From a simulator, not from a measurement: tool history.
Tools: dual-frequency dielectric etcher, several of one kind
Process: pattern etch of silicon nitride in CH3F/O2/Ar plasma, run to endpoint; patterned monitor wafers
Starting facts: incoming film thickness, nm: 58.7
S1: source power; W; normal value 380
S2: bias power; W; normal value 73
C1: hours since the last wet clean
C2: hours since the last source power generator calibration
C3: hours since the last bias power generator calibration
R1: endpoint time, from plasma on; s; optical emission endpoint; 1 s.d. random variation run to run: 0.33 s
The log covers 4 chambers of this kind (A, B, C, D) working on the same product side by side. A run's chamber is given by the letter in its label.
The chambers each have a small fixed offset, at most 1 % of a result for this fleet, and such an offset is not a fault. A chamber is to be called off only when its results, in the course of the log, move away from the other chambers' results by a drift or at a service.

-- hour=0.9 chamber D: bias power generator calibrated
run 1D hour=10.3 | S1=380 S2=73 | C1=49.2 C2=2525.1 C3=9.5 | R1=85.956
run 2A hour=15.6 | S1=380 S2=73 | C1=404.7 C2=2307.4 C3=64.4 | R1=85.852
run 3C hour=25.6 | S1=380 S2=73 | C1=295.4 C2=1941.9 C3=1141.4 | R1=85.83
-- hour=30.2 chamber B: wet clean of the chamber
run 4B hour=36.3 | S1=380 S2=73 | C1=6.2 C2=1630 C3=2626.2 | R1=85.53
run 5C hour=42 | S1=380 S2=73 | C1=311.8 C2=1958.3 C3=1157.8 | R1=85.922
run 6B hour=49.8 | S1=380 S2=73 | C1=19.7 C2=1643.5 C3=2639.7 | R1=86.286
run 7A hour=59.9 | S1=380 S2=73 | C1=449 C2=2351.7 C3=108.7 | R1=85.806
-- hour=64 chamber A: wet clean of the chamber
run 8D hour=64.9 | S1=380 S2=73 | C1=103.8 C2=2579.7 C3=64.1 | R1=85.791
run 9C hour=75.6 | S1=380 S2=73 | C1=345.4 C2=1991.9 C3=1191.4 | R1=85.497
run 10B hour=82.4 | S1=380 S2=73 | C1=52.3 C2=1676.1 C3=2672.3 | R1=86.536
run 11A hour=93 | S1=380 S2=73 | C1=29 C2=2384.8 C3=141.8 | R1=85.914
run 12D hour=98.5 | S1=380 S2=73 | C1=137.4 C2=2613.3 C3=97.7 | R1=86.173
run 13B hour=108.9 | S1=380 S2=73 | C1=78.8 C2=1702.6 C3=2698.8 | R1=85.961
run 14C hour=118.1 | S1=380 S2=73 | C1=387.9 C2=2034.4 C3=1233.9 | R1=86.012
run 15D hour=127.9 | S1=380 S2=73 | C1=166.8 C2=2642.7 C3=127.1 | R1=86.223
run 16A hour=136 | S1=380 S2=73 | C1=72 C2=2427.8 C3=184.8 | R1=85.521
run 17C hour=145.5 | S1=380 S2=73 | C1=415.3 C2=2061.8 C3=1261.3 | R1=85.802
run 18B hour=151.9 | S1=380 S2=73 | C1=121.8 C2=1745.6 C3=2741.8 | R1=85.817
run 19D hour=160 | S1=380 S2=73 | C1=198.9 C2=2674.8 C3=159.2 | R1=85.819
run 20A hour=169.8 | S1=380 S2=73 | C1=105.8 C2=2461.6 C3=218.6 | R1=86.136
run 21D hour=177.5 | S1=380 S2=73 | C1=216.4 C2=2692.3 C3=176.7 | R1=86.106
run 22C hour=183.2 | S1=380 S2=73 | C1=453 C2=2099.5 C3=1299 | R1=85.523
run 23A hour=188.7 | S1=380 S2=73 | C1=124.7 C2=2480.5 C3=237.5 | R1=85.594
run 24B hour=199.3 | S1=380 S2=73 | C1=169.2 C2=1793 C3=2789.2 | R1=87.097
run 25A hour=205.3 | S1=380 S2=87 | C1=141.3 C2=2497.1 C3=254.1 | R1=81.272
run 26D hour=215.6 | S1=380 S2=87 | C1=254.5 C2=2730.4 C3=214.8 | R1=80.519
run 27C hour=220.7 | S1=380 S2=87 | C1=490.5 C2=2137 C3=1336.5 | R1=80.203
-- hour=225.1 chamber C: wet clean of the chamber
run 28B hour=227.6 | S1=380 S2=87 | C1=197.5 C2=1821.3 C3=2817.5 | R1=81.336
run 29C hour=238.9 | S1=380 S2=73 | C1=13.9 C2=2155.2 C3=1354.7 | R1=85.503

Each of the 4 chambers runs these same settings next. Fill in every chamber's results:
run 30A hour=247 | S1=380 S2=73 | R1=?
run 30B hour=247 | S1=380 S2=73 | R1=?
run 30C hour=247 | S1=380 S2=73 | R1=?
run 30D hour=247 | S1=380 S2=73 | R1=?

run=30A R1=85.7
run=30B R1=86.478
run=30C R1=85.382
run=30D R1=86.076
